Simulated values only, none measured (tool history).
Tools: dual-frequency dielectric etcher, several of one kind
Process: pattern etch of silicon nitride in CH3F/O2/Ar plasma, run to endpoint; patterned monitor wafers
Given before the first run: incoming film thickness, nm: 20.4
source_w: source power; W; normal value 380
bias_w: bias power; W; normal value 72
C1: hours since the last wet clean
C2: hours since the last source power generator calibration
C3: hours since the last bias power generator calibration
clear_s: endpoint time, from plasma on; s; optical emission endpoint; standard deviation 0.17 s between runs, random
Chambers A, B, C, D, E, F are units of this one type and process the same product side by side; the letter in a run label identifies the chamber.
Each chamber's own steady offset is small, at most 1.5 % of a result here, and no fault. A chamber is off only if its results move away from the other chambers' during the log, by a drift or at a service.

run 1B hour=6 | source_w=380 bias_w=72 | C1=233.3 C2=2168.6 C3=2831.1 | clear_s=29.678
run 2E hour=11.6 | source_w=380 bias_w=72 | C1=288.3 C2=719 C3=2833.6 | clear_s=30.236
run 3C hour=20.5 | source_w=380 bias_w=72 | C1=158.8 C2=373.9 C3=38.7 | clear_s=30.31
run 4D hour=25.3 | source_w=380 bias_w=72 | C1=356.5 C2=874.5 C3=3419.4 | clear_s=30.174
run 5F hour=31 | source_w=380 bias_w=72 | C1=161.8 C2=306.8 C3=334.1 | clear_s=29.868
-- hour=33.2 chamber E: bias power generator calibrated
run 6A hour=38.2 | source_w=450 bias_w=72 | C1=473.5 C2=207.6 C3=809 | clear_s=28.852
run 7D hour=43 | source_w=450 bias_w=72 | C1=374.2 C2=892.2 C3=3437.1 | clear_s=28.298
run 8C hour=50.8 | source_w=450 bias_w=72 | C1=189.1 C2=404.2 C3=69 | clear_s=28.26
run 9A hour=57.8 | source_w=450 bias_w=72 | C1=493.1 C2=227.2 C3=828.6 | clear_s=28.249
run 10E hour=62 | source_w=450 bias_w=72 | C1=338.7 C2=769.4 C3=28.9 | clear_s=28.617
run 11F hour=69.3 | source_w=450 bias_w=72 | C1=200.1 C2=345.1 C3=372.4 | clear_s=27.988
run 12B hour=75.6 | source_w=380 bias_w=72 | C1=302.9 C2=2238.2 C3=2900.7 | clear_s=29.379
run 13F hour=84.2 | source_w=380 bias_w=72 | C1=215 C2=360 C3=387.3 | clear_s=29.934
run 14D hour=90.5 | source_w=380 bias_w=72 | C1=421.7 C2=939.7 C3=3484.6 | clear_s=30.352
-- hour=91.4 chamber A: wet clean of the chamber
run 15B hour=96.1 | source_w=380 bias_w=72 | C1=323.4 C2=2258.7 C3=2921.2 | clear_s=29.498
run 16A hour=102.9 | source_w=380 bias_w=72 | C1=11.6 C2=272.3 C3=873.7 | clear_s=30.529
run 17E hour=108.1 | source_w=380 bias_w=72 | C1=384.8 C2=815.5 C3=75 | clear_s=30.098
run 18C hour=114.9 | source_w=380 bias_w=72 | C1=253.2 C2=468.3 C3=133.1 | clear_s=30.102
run 19D hour=122.5 | source_w=380 bias_w=72 | C1=453.7 C2=971.7 C3=3516.6 | clear_s=30.362
-- hour=124.4 chamber E: wet clean of the chamber
run 20C hour=130.7 | source_w=380 bias_w=72 | C1=269 C2=484.1 C3=148.9 | clear_s=30.296
run 21F hour=137.5 | source_w=380 bias_w=72 | C1=268.3 C2=413.3 C3=440.6 | clear_s=30.107
run 22A hour=144.2 | source_w=460 bias_w=78 | C1=52.9 C2=313.6 C3=915 | clear_s=27.32
run 23B hour=149.8 | source_w=460 bias_w=78 | C1=377.1 C2=2312.4 C3=2974.9 | clear_s=26.688
run 24E hour=157.7 | source_w=460 bias_w=78 | C1=33.4 C2=865.1 C3=124.6 | clear_s=27.266
-- hour=158.8 chamber B: wet clean of the chamber
run 25A hour=165.2 | source_w=460 bias_w=78 | C1=73.9 C2=334.6 C3=936 | clear_s=27.288
run 26D hour=170 | source_w=460 bias_w=78 | C1=501.2 C2=1019.2 C3=3564.1 | clear_s=27.483
run 27B hour=174.1 | source_w=460 bias_w=78 | C1=15.3 C2=2336.7 C3=2999.2 | clear_s=26.908
run 28C hour=181.2 | source_w=420 bias_w=72 | C1=319.5 C2=534.6 C3=199.4 | clear_s=29.178
run 29E hour=185.6 | source_w=420 bias_w=72 | C1=61.3 C2=893 C3=152.5 | clear_s=29.257
run 30F hour=190.1 | source_w=420 bias_w=72 | C1=320.9 C2=465.9 C3=493.2 | clear_s=28.865
run 31A hour=194 | source_w=420 bias_w=72 | C1=102.7 C2=363.4 C3=964.8 | clear_s=29.119
run 32B hour=202.8 | source_w=420 bias_w=72 | C1=44 C2=2365.4 C3=3027.9 | clear_s=28.889
run 33E hour=209.9 | source_w=420 bias_w=72 | C1=85.6 C2=917.3 C3=176.8 | clear_s=29.262
run 34F hour=215.2 | source_w=380 bias_w=72 | C1=346 C2=491 C3=518.3 | clear_s=29.878
run 35C hour=222.1 | source_w=380 bias_w=72 | C1=360.4 C2=575.5 C3=240.3 | clear_s=29.884
run 36D hour=226 | source_w=380 bias_w=72 | C1=557.2 C2=1075.2 C3=3620.1 | clear_s=30.408
run 37B hour=231.4 | source_w=380 bias_w=72 | C1=72.6 C2=2394 C3=3056.5 | clear_s=29.615
run 38D hour=240.4 | source_w=380 bias_w=72 | C1=571.6 C2=1089.6 C3=3634.5 | clear_s=30.2
run 39A hour=248.5 | source_w=350 bias_w=62 | C1=157.2 C2=417.9 C3=1019.3 | clear_s=32.724

One chamber off, gauge drift, or nothing amiss beyond the chambers' own small offsets? If it is a chamber, which one, and what is the likeliest cause?

Beyond each chamber's small constant offset nothing stands out, and the gauge stays steady.

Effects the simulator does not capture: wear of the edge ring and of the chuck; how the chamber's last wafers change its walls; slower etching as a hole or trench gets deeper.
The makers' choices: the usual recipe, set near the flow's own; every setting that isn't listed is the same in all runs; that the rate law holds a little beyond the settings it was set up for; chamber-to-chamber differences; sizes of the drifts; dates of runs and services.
